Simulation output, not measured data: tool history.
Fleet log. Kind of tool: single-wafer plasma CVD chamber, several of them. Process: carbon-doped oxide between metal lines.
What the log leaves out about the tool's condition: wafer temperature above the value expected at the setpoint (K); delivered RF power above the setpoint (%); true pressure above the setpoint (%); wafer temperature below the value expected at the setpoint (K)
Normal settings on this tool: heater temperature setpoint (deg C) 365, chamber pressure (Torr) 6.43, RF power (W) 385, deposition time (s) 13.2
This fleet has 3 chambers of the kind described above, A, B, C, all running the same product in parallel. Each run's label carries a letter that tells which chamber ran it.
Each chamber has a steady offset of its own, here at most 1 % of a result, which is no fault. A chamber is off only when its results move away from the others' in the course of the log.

| run | day | heater temperature setpoint (deg C) | chamber pressure (Torr) | RF power (W) | deposition time (s) | hours since the last thermocouple change | hours since the last RF generator calibration | hours since the last manometer calibration | read-back reference wafer on the same gauge, thickness_nm | mean film thickness on the monitor wafer (angstrom) |
|---|---|---|---|---|---|---|---|---|---|---|
| 1B | 0.096 | 365 | 6.43 | 385 | 13.2 | 1065.5 | 1264.1 | 610.4 | 49.774 | 555.46 |
| 2A | 0.242 | 365 | 6.43 | 385 | 13.2 | 2690.7 | 316.9 | 352.6 | 49.806 | 560.01 |
| 3C | 0.4 | 365 | 6.43 | 385 | 13.2 | 1323.7 | 918.1 | 279.2 | 49.797 | 562.6 |
| 4B | 0.504 | 365 | 6.43 | 385 | 13.2 | 1075.3 | 1273.9 | 620.2 | 49.817 | 558.62 |
| 5C | 0.679 | 365 | 6.43 | 385 | 13.2 | 1330.4 | 924.8 | 285.9 | 49.79 | 559.52 |
| 6A | 0.8 | 365 | 6.43 | 385 | 13.2 | 2704.1 | 330.3 | 366 | 49.833 | 562.27 |
|  | 0.892 | chamber B: RF generator calibrated |
| 7A | 0.933 | 365 | 6.43 | 385 | 13.2 | 2707.3 | 333.5 | 369.2 | 49.799 | 561.82 |
| 8C | 1.121 | 365 | 6.43 | 385 | 13.2 | 1341 | 935.4 | 296.5 | 49.812 | 563.09 |
| 9B | 1.217 | 365 | 6.43 | 385 | 10.7 | 1092.4 | 7.8 | 637.3 | 49.784 | 453.64 |
| 10B | 1.354 | 365 | 6.43 | 385 | 10.7 | 1095.7 | 11.1 | 640.6 | 49.852 | 453.97 |
| 11C | 1.442 | 365 | 6.43 | 385 | 10.7 | 1348.7 | 943.1 | 304.2 | 49.813 | 460.11 |
| 12A | 1.571 | 365 | 6.43 | 385 | 13.2 | 2722.6 | 348.8 | 384.5 | 49.791 | 562.4 |
| 13B | 1.738 | 365 | 6.43 | 385 | 13.2 | 1104.9 | 20.3 | 649.8 | 49.815 | 558.25 |
| 14A | 1.883 | 374 | 6.43 | 385 | 15.6 | 2730.1 | 356.3 | 392 | 49.833 | 643.56 |
| 15C | 2.038 | 374 | 6.43 | 385 | 15.6 | 1363 | 957.4 | 318.5 | 49.793 | 648.91 |
| 16C | 2.208 | 374 | 6.43 | 385 | 15.6 | 1367.1 | 961.5 | 322.6 | 49.829 | 645.57 |
| 17A | 2.333 | 365 | 6.43 | 445 | 15.6 | 2740.9 | 367.1 | 402.8 | 49.823 | 734.73 |
| 18B | 2.442 | 365 | 6.43 | 445 | 15.6 | 1121.8 | 37.2 | 666.7 | 49.797 | 731.2 |
| 19C | 2.525 | 365 | 6.43 | 445 | 15.6 | 1374.7 | 969.1 | 330.2 | 49.804 | 735.26 |
|  | 2.654 | chamber A: thermocouple changed; heater temperature recalibrated |
| 20B | 2.675 | 365 | 6.43 | 385 | 13.2 | 1127.4 | 42.8 | 672.3 | 49.821 | 558.6 |
| 21A | 2.804 | 365 | 6.43 | 385 | 13.2 | 3.6 | 378.4 | 414.1 | 49.811 | 559.5 |
| 22B | 2.975 | 365 | 6.43 | 385 | 13.2 | 1134.6 | 50 | 679.5 | 49.812 | 557.72 |
| 23C | 3.104 | 365 | 6.43 | 385 | 13.2 | 1388.6 | 983 | 344.1 | 49.787 | 561.24 |
| 24A | 3.238 | 365 | 6.43 | 385 | 13.2 | 14 | 388.8 | 424.5 | 49.792 | 561.53 |
| 25C | 3.404 | 365 | 6.43 | 385 | 13.2 | 1395.8 | 990.2 | 351.3 | 49.803 | 561.86 |
| 26A | 3.592 | 354 | 5.88 | 385 | 13.2 | 22.5 | 397.3 | 433 | 49.801 | 572.84 |
| 27B | 3.688 | 354 | 5.88 | 385 | 13.2 | 1151.7 | 67.1 | 696.6 | 49.741 | 566.72 |
| 28B | 3.775 | 354 | 5.88 | 385 | 13.2 | 1153.8 | 69.2 | 698.7 | 49.797 | 570.55 |
| 29A | 3.879 | 365 | 6.43 | 310 | 13.2 | 29.4 | 404.2 | 439.9 | 49.813 | 472.14 |
| 30C | 3.962 | 365 | 6.43 | 310 | 13.2 | 1409.2 | 1003.6 | 364.7 | 49.815 | 472.43 |
| 31C | 4.142 | 365 | 6.43 | 310 | 13.2 | 1413.5 | 1007.9 | 369 | 49.785 | 473.15 |
| 32A | 4.312 | 365 | 6.43 | 385 | 13.2 | 39.8 | 414.6 | 450.3 | 49.85 | 562.11 |
| 33B | 4.483 | 365 | 6.43 | 385 | 13.2 | 1170.8 | 86.2 | 715.7 | 49.803 | 556.97 |
| 34C | 4.608 | 351 | 6.43 | 385 | 13.2 | 1424.7 | 1019.1 | 380.2 | 49.801 | 585.4 |
| 35B | 4.725 | 351 | 6.43 | 385 | 13.2 | 1176.6 | 92 | 721.5 | 49.826 | 577.31 |
| 36A | 4.879 | 351 | 6.43 | 385 | 13.2 | 53.4 | 428.2 | 463.9 | 49.81 | 584.23 |
| 37C | 4.983 | 365 | 6.43 | 385 | 13.2 | 1433.7 | 1028.1 | 389.2 | 49.794 | 562.93 |
| 38A | 5.138 | 365 | 6.43 | 385 | 13.2 | 59.6 | 434.4 | 470.1 | 49.814 | 559.84 |
| 39B | 5.292 | 365 | 6.43 | 385 | 13.2 | 1190.2 | 105.6 | 735.1 | 49.807 | 556.33 |
| 40B | 5.388 | 365 | 6.43 | 385 | 13.2 | 1192.5 | 107.9 | 737.4 | 49.838 | 557.5 |
| 41C | 5.512 | 365 | 6.43 | 385 | 13.2 | 1446.4 | 1040.8 | 401.9 | 49.835 | 566.15 |
| 42A | 5.6 | 357 | 6.43 | 385 | 15 | 70.7 | 445.5 | 481.2 | 49.783 | 647.04 |

Is one chamber out of step, is the gauge drifting, or do the chambers differ by no more than their own small offsets? For an off chamber, give its letter and the likeliest cause.

Nothing is wrong: each chamber keeps only its own small, steady offset and the gauge holds still.
